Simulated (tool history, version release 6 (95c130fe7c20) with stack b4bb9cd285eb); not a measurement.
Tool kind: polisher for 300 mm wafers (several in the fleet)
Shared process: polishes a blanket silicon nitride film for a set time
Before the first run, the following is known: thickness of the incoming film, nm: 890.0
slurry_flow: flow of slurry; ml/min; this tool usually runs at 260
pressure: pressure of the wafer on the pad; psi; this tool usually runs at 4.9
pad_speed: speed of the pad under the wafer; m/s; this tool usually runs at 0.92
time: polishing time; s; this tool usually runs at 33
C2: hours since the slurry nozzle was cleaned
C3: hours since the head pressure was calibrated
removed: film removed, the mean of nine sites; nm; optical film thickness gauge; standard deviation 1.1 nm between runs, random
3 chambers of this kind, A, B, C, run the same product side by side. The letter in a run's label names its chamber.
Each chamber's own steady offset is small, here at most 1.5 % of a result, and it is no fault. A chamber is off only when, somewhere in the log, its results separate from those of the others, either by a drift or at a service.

{"run": "1A", "hour": 9.6, "slurry_flow": 260, "pressure": 4.9, "pad_speed": 0.92, "time": 33, "wafers polished on this pad": 174, "C2": 656.6, "C3": 43.9, "removed": 78.587}
{"run": "2C", "hour": 19.8, "slurry_flow": 260, "pressure": 4.9, "pad_speed": 0.92, "time": 33, "wafers polished on this pad": 904, "C2": 423.8, "C3": 514.8, "removed": 79.416}
{"run": "3B", "hour": 25.8, "slurry_flow": 260, "pressure": 4.9, "pad_speed": 0.92, "time": 33, "wafers polished on this pad": 581, "C2": 113.7, "C3": 302, "removed": 79.494}
{"run": "4A", "hour": 34.9, "slurry_flow": 260, "pressure": 4.9, "pad_speed": 0.92, "time": 33, "wafers polished on this pad": 452, "C2": 681.9, "C3": 69.2, "removed": 81.151}
{"run": "5C", "hour": 42.1, "slurry_flow": 260, "pressure": 4.9, "pad_speed": 0.92, "time": 33, "wafers polished on this pad": 1150, "C2": 446.1, "C3": 537.1, "removed": 79.249}
{"hour": 46.3, "done": "chamber B: worn pad replaced by a new one"}
{"run": "6B", "hour": 48.6, "slurry_flow": 260, "pressure": 4.9, "pad_speed": 0.92, "time": 33, "wafers polished on this pad": 26, "C2": 136.5, "C3": 324.8, "removed": 78.438}
{"run": "7B", "hour": 53.5, "slurry_flow": 260, "pressure": 4.9, "pad_speed": 0.92, "time": 23, "wafers polished on this pad": 80, "C2": 141.4, "C3": 329.7, "removed": 56.264}
{"run": "8C", "hour": 61.9, "slurry_flow": 260, "pressure": 4.9, "pad_speed": 0.92, "time": 23, "wafers polished on this pad": 1367, "C2": 465.9, "C3": 556.9, "removed": 56.419}
{"run": "9A", "hour": 69.9, "slurry_flow": 260, "pressure": 4.9, "pad_speed": 0.92, "time": 23, "wafers polished on this pad": 837, "C2": 716.9, "C3": 104.2, "removed": 55.847}
{"hour": 73.5, "done": "chamber C: worn pad replaced by a new one"}
{"run": "10A", "hour": 75.1, "slurry_flow": 260, "pressure": 4.9, "pad_speed": 0.92, "time": 33, "wafers polished on this pad": 894, "C2": 722.1, "C3": 109.4, "removed": 80.503}
{"hour": 75.9, "done": "chamber A: worn pad replaced by a new one"}
{"run": "11B", "hour": 84.0, "slurry_flow": 260, "pressure": 4.9, "pad_speed": 0.92, "time": 33, "wafers polished on this pad": 415, "C2": 171.9, "C3": 360.2, "removed": 78.56}
{"run": "12C", "hour": 94.4, "slurry_flow": 260, "pressure": 4.9, "pad_speed": 0.92, "time": 33, "wafers polished on this pad": 229, "C2": 498.4, "C3": 589.4, "removed": 82.535}
{"hour": 98.2, "done": "chamber C: slurry nozzle cleaned"}
{"run": "13B", "hour": 99.5, "slurry_flow": 260, "pressure": 4.9, "pad_speed": 0.92, "time": 33, "wafers polished on this pad": 586, "C2": 187.4, "C3": 375.7, "removed": 76.709}
{"run": "14A", "hour": 106.4, "slurry_flow": 260, "pressure": 4.9, "pad_speed": 0.92, "time": 33, "wafers polished on this pad": 335, "C2": 753.4, "C3": 140.7, "removed": 81.55}
{"hour": 107.3, "done": "chamber B: head pressure recalibrated"}
{"run": "15C", "hour": 111.2, "slurry_flow": 260, "pressure": 4.9, "pad_speed": 0.92, "time": 33, "wafers polished on this pad": 414, "C2": 13, "C3": 606.2, "removed": 79.577}
{"hour": 118.8, "done": "chamber B: worn pad replaced by a new one"}
{"run": "16C", "hour": 119.7, "slurry_flow": 260, "pressure": 4.9, "pad_speed": 0.92, "time": 33, "wafers polished on this pad": 508, "C2": 21.5, "C3": 614.7, "removed": 81.49}
{"run": "17A", "hour": 129.0, "slurry_flow": 260, "pressure": 4.9, "pad_speed": 0.92, "time": 33, "wafers polished on this pad": 584, "C2": 776, "C3": 163.3, "removed": 79.197}
{"run": "18B", "hour": 134.5, "slurry_flow": 260, "pressure": 4.9, "pad_speed": 0.92, "time": 33, "wafers polished on this pad": 173, "C2": 222.4, "C3": 27.3, "removed": 78.972}
{"run": "19C", "hour": 143.7, "slurry_flow": 260, "pressure": 4.9, "pad_speed": 0.92, "time": 33, "wafers polished on this pad": 772, "C2": 45.5, "C3": 638.7, "removed": 81.482}
{"run": "20A", "hour": 149.3, "slurry_flow": 260, "pressure": 4.9, "pad_speed": 0.92, "time": 33, "wafers polished on this pad": 807, "C2": 796.3, "C3": 183.6, "removed": 80.597}
{"run": "21B", "hour": 159.5, "slurry_flow": 260, "pressure": 4.9, "pad_speed": 0.92, "time": 33, "wafers polished on this pad": 448, "C2": 247.4, "C3": 52.3, "removed": 79.73}
{"hour": 166.2, "done": "chamber A: worn pad replaced by a new one"}
{"hour": 166.5, "done": "chamber A: slurry nozzle cleaned"}
{"run": "22C", "hour": 167.6, "slurry_flow": 260, "pressure": 4.9, "pad_speed": 0.92, "time": 33, "wafers polished on this pad": 1035, "C2": 69.4, "C3": 662.6, "removed": 79.861}
{"hour": 168.9, "done": "chamber B: slurry nozzle cleaned"}
{"run": "23A", "hour": 177.3, "slurry_flow": 260, "pressure": 4.9, "pad_speed": 0.92, "time": 33, "wafers polished on this pad": 122, "C2": 10.9, "C3": 211.6, "removed": 77.84}
{"hour": 178.2, "done": "chamber B: worn pad replaced by a new one"}
{"hour": 181.6, "done": "chamber C: worn pad replaced by a new one"}
{"run": "24B", "hour": 187.5, "slurry_flow": 260, "pressure": 4.9, "pad_speed": 0.92, "time": 33, "wafers polished on this pad": 103, "C2": 18.7, "C3": 80.3, "removed": 78.754}
{"run": "25A", "hour": 193.9, "slurry_flow": 260, "pressure": 4.9, "pad_speed": 0.92, "time": 33, "wafers polished on this pad": 304, "C2": 27.5, "C3": 228.2, "removed": 81.466}
{"run": "26B", "hour": 198.7, "slurry_flow": 260, "pressure": 4.9, "pad_speed": 0.92, "time": 33, "wafers polished on this pad": 226, "C2": 29.9, "C3": 91.5, "removed": 80.987}
{"run": "27C", "hour": 207.0, "slurry_flow": 260, "pressure": 4.9, "pad_speed": 0.92, "time": 33, "wafers polished on this pad": 279, "C2": 108.8, "C3": 702, "removed": 81.393}
{"run": "28B", "hour": 217.0, "slurry_flow": 260, "pressure": 4.9, "pad_speed": 0.92, "time": 33, "wafers polished on this pad": 427, "C2": 48.2, "C3": 109.8, "removed": 78.411}
{"run": "29C", "hour": 223.2, "slurry_flow": 260, "pressure": 4.9, "pad_speed": 0.92, "time": 33, "wafers polished on this pad": 457, "C2": 125, "C3": 718.2, "removed": 80.997}
{"run": "30A", "hour": 230.3, "slurry_flow": 260, "pressure": 4.9, "pad_speed": 0.92, "time": 33, "wafers polished on this pad": 705, "C2": 63.9, "C3": 264.6, "removed": 77.474}
{"run": "31A", "hour": 235.5, "slurry_flow": 260, "pressure": 4.9, "pad_speed": 0.92, "time": 33, "wafers polished on this pad": 762, "C2": 69.1, "C3": 269.8, "removed": 80.558}
{"hour": 238.7, "done": "chamber B: worn pad replaced by a new one"}
{"run": "32C", "hour": 244.8, "slurry_flow": 260, "pressure": 4.9, "pad_speed": 0.92, "time": 33, "wafers polished on this pad": 695, "C2": 146.6, "C3": 739.8, "removed": 80.62}
{"run": "33B", "hour": 252.7, "slurry_flow": 260, "pressure": 4.9, "pad_speed": 0.92, "time": 33, "wafers polished on this pad": 154, "C2": 83.9, "C3": 145.5, "removed": 80.399}
{"hour": 261.7, "done": "chamber A: worn pad replaced by a new one"}
{"run": "34B", "hour": 262.3, "slurry_flow": 260, "pressure": 4.9, "pad_speed": 0.92, "time": 38, "wafers polished on this pad": 259, "C2": 93.5, "C3": 155.1, "removed": 90.685}
{"run": "35C", "hour": 267.4, "slurry_flow": 260, "pressure": 4.9, "pad_speed": 0.92, "time": 38, "wafers polished on this pad": 943, "C2": 169.2, "C3": 762.4, "removed": 91.043}
{"run": "36A", "hour": 274.9, "slurry_flow": 260, "pressure": 4.9, "pad_speed": 0.92, "time": 38, "wafers polished on this pad": 145, "C2": 108.5, "C3": 309.2, "removed": 92.948}
{"run": "37B", "hour": 281.3, "slurry_flow": 260, "pressure": 4.9, "pad_speed": 0.92, "time": 33, "wafers polished on this pad": 468, "C2": 112.5, "C3": 174.1, "removed": 77.276}
{"run": "38C", "hour": 289.6, "slurry_flow": 260, "pressure": 4.9, "pad_speed": 0.92, "time": 33, "wafers polished on this pad": 1188, "C2": 191.4, "C3": 784.6, "removed": 80.757}
{"hour": 289.8, "done": "chamber A: head pressure recalibrated"}
{"run": "39A", "hour": 295.7, "slurry_flow": 260, "pressure": 4.9, "pad_speed": 0.92, "time": 33, "wafers polished on this pad": 374, "C2": 129.3, "C3": 5.9, "removed": 81.115}
{"hour": 299.4, "done": "chamber B: worn pad replaced by a new one"}
{"run": "40B", "hour": 304.6, "slurry_flow": 260, "pressure": 4.9, "pad_speed": 0.92, "time": 33, "wafers polished on this pad": 58, "C2": 135.8, "C3": 197.4, "removed": 79.367}
{"hour": 309.4, "done": "chamber C: worn pad replaced by a new one"}
{"run": "41C", "hour": 309.9, "slurry_flow": 260, "pressure": 4.9, "pad_speed": 0.92, "time": 33, "wafers polished on this pad": 6, "C2": 211.7, "C3": 804.9, "removed": 77.036}
{"run": "42A", "hour": 318.8, "slurry_flow": 260, "pressure": 4.9, "pad_speed": 0.92, "time": 33, "wafers polished on this pad": 628, "C2": 152.4, "C3": 29, "removed": 80.272}
{"run": "43A", "hour": 329.1, "slurry_flow": 300, "pressure": 4.9, "pad_speed": 0.72, "time": 33, "wafers polished on this pad": 741, "C2": 162.7, "C3": 39.3, "removed": 66.345}

Decide between three cases: one chamber stands off from its peers, the gauge reading all wafers drifts, or nothing is wrong past each chamber's small offset. Where a chamber is off, say which and what most likely put it there.

No chamber stands off beyond its own small offset, and the gauge holds steady.
